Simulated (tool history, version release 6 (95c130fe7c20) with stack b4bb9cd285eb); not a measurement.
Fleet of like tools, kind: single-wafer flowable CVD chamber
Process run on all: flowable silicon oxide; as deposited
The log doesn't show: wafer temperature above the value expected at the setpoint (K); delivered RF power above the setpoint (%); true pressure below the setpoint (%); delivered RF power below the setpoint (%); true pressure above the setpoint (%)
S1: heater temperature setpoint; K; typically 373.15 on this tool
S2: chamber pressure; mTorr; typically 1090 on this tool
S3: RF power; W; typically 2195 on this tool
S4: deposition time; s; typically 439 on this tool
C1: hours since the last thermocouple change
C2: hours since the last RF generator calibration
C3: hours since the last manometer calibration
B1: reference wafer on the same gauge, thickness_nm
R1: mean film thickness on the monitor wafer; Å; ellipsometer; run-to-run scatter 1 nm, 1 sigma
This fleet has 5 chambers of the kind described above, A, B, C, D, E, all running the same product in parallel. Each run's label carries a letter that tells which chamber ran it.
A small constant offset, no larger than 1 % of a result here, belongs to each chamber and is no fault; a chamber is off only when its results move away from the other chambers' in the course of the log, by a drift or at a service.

run 1A hour=10.4 | S1=373.15 S2=1090 S3=2195 S4=439 | C1=1039.3 C2=174 C3=1132.1 | B1=364 | R1=3961.5
run 2B hour=19 | S1=373.15 S2=1090 S3=2195 S4=439 | C1=1012.8 C2=1213.2 C3=1575.3 | B1=363.82 | R1=3969.5
run 3C hour=28.8 | S1=373.15 S2=1090 S3=2195 S4=439 | C1=279.9 C2=200.9 C3=37 | B1=363.93 | R1=3945.1
-- hour=37.8 chamber B: capacitance manometer re-zeroed and calibrated
run 4E hour=40.3 | S1=373.15 S2=1090 S3=2195 S4=439 | C1=213.8 C2=640.7 C3=101.9 | B1=363.87 | R1=3944.3
run 5D hour=46.4 | S1=373.15 S2=1090 S3=2195 S4=439 | C1=2035 C2=806 C3=1022.8 | B1=363.8 | R1=3953.6
run 6B hour=58.2 | S1=373.15 S2=1090 S3=2195 S4=439 | C1=1052 C2=1252.4 C3=20.5 | B1=363.92 | R1=3967
-- hour=59.5 chamber A: thermocouple changed; heater temperature recalibrated
run 7D hour=68.1 | S1=373.15 S2=1090 S3=2195 S4=498 | C1=2056.7 C2=827.7 C3=1044.5 | B1=364.07 | R1=4464.9
run 8E hour=76.4 | S1=373.15 S2=1090 S3=2195 S4=498 | C1=249.9 C2=676.8 C3=138 | B1=364.21 | R1=4471.7
run 9A hour=84.1 | S1=373.15 S2=1090 S3=2195 S4=498 | C1=24.6 C2=247.7 C3=1205.8 | B1=364.04 | R1=4529.1
run 10C hour=93.6 | S1=373.15 S2=1090 S3=2195 S4=498 | C1=344.7 C2=265.7 C3=101.8 | B1=364.17 | R1=4467.5
run 11E hour=101.9 | S1=373.15 S2=1090 S3=2195 S4=498 | C1=275.4 C2=702.3 C3=163.5 | B1=363.87 | R1=4477
run 12D hour=109.9 | S1=373.15 S2=1090 S3=2195 S4=439 | C1=2098.5 C2=869.5 C3=1086.3 | B1=363.92 | R1=3945.4
run 13C hour=115.6 | S1=373.15 S2=1090 S3=2195 S4=439 | C1=366.7 C2=287.7 C3=123.8 | B1=363.87 | R1=3929.1
run 14A hour=126.7 | S1=373.15 S2=1090 S3=2195 S4=439 | C1=67.2 C2=290.3 C3=1248.4 | B1=363.91 | R1=4002.8
run 15B hour=136 | S1=373.15 S2=1090 S3=2195 S4=439 | C1=1129.8 C2=1330.2 C3=98.3 | B1=363.96 | R1=3970
run 16D hour=147 | S1=373.15 S2=1090 S3=2195 S4=439 | C1=2135.6 C2=906.6 C3=1123.4 | B1=363.94 | R1=3957.5
run 17B hour=152.5 | S1=373.15 S2=1090 S3=2195 S4=439 | C1=1146.3 C2=1346.7 C3=114.8 | B1=363.96 | R1=3983.1
run 18A hour=164.7 | S1=373.15 S2=1090 S3=2195 S4=439 | C1=105.2 C2=328.3 C3=1286.4 | B1=363.82 | R1=3983.8
run 19C hour=173.3 | S1=373.15 S2=1090 S3=2195 S4=439 | C1=424.4 C2=345.4 C3=181.5 | B1=364.03 | R1=3933.2
run 20E hour=181.9 | S1=373.15 S2=1090 S3=2195 S4=439 | C1=355.4 C2=782.3 C3=243.5 | B1=364.17 | R1=3943.1
run 21C hour=187.5 | S1=373.15 S2=1090 S3=2195 S4=439 | C1=438.6 C2=359.6 C3=195.7 | B1=363.76 | R1=3927.2
-- hour=193.1 chamber D: thermocouple changed; heater temperature recalibrated
run 22A hour=197.3 | S1=373.15 S2=1090 S3=2195 S4=439 | C1=137.8 C2=360.9 C3=1319 | B1=364.01 | R1=3995.2
run 23B hour=208.2 | S1=373.15 S2=1090 S3=2195 S4=439 | C1=1202 C2=1402.4 C3=170.5 | B1=363.85 | R1=3960.8
run 24E hour=217.6 | S1=373.15 S2=1090 S3=2195 S4=439 | C1=391.1 C2=818 C3=279.2 | B1=363.79 | R1=3932.5
run 25D hour=228.1 | S1=373.15 S2=1090 S3=2195 S4=439 | C1=35.1 C2=987.7 C3=1204.5 | B1=364.09 | R1=3867.4
-- hour=228.6 chamber D: capacitance manometer re-zeroed and calibrated
run 26E hour=236.6 | S1=373.15 S2=1090 S3=2195 S4=439 | C1=410.1 C2=837 C3=298.2 | B1=364.24 | R1=3952.2
run 27D hour=248.9 | S1=373.15 S2=1090 S3=2195 S4=439 | C1=55.9 C2=1008.5 C3=20.3 | B1=364.14 | R1=3861.9
run 28A hour=260.6 | S1=373.15 S2=1090 S3=2195 S4=439 | C1=201.1 C2=424.2 C3=1382.3 | B1=364.02 | R1=3995.7
run 29B hour=269.7 | S1=373.15 S2=1090 S3=2195 S4=439 | C1=1263.5 C2=1463.9 C3=232 | B1=363.88 | R1=3981.4
run 30C hour=277.5 | S1=373.15 S2=1090 S3=2195 S4=439 | C1=528.6 C2=449.6 C3=285.7 | B1=364.03 | R1=3950.8
run 31D hour=283.8 | S1=373.15 S2=1090 S3=2195 S4=439 | C1=90.8 C2=1043.4 C3=55.2 | B1=363.83 | R1=3872.7
run 32A hour=296 | S1=373.15 S2=1090 S3=2195 S4=439 | C1=236.5 C2=459.6 C3=1417.7 | B1=364.01 | R1=4001.3
run 33E hour=301.8 | S1=373.15 S2=1090 S3=2195 S4=439 | C1=475.3 C2=902.2 C3=363.4 | B1=363.9 | R1=3930.3
run 34C hour=311.3 | S1=373.15 S2=1090 S3=2195 S4=439 | C1=562.4 C2=483.4 C3=319.5 | B1=363.84 | R1=3919.1
run 35B hour=318.1 | S1=373.15 S2=1090 S3=2195 S4=439 | C1=1311.9 C2=1512.3 C3=280.4 | B1=363.97 | R1=3975.5

Each of the 5 chambers runs these same settings next. Fill in every chamber's results:
run 36A hour=326.9 | S1=373.15 S2=1090 S3=2195 S4=439 | R1=?
run 36B hour=326.9 | S1=373.15 S2=1090 S3=2195 S4=439 | R1=?
run 36C hour=326.9 | S1=373.15 S2=1090 S3=2195 S4=439 | R1=?
run 36D hour=326.9 | S1=373.15 S2=1090 S3=2195 S4=439 | R1=?
run 36E hour=326.9 | S1=373.15 S2=1090 S3=2195 S4=439 | R1=?

run=36A R1=3976.9
run=36B R1=3977.7
run=36C R1=3945.6
run=36D R1=3852.5
run=36E R1=3940.1

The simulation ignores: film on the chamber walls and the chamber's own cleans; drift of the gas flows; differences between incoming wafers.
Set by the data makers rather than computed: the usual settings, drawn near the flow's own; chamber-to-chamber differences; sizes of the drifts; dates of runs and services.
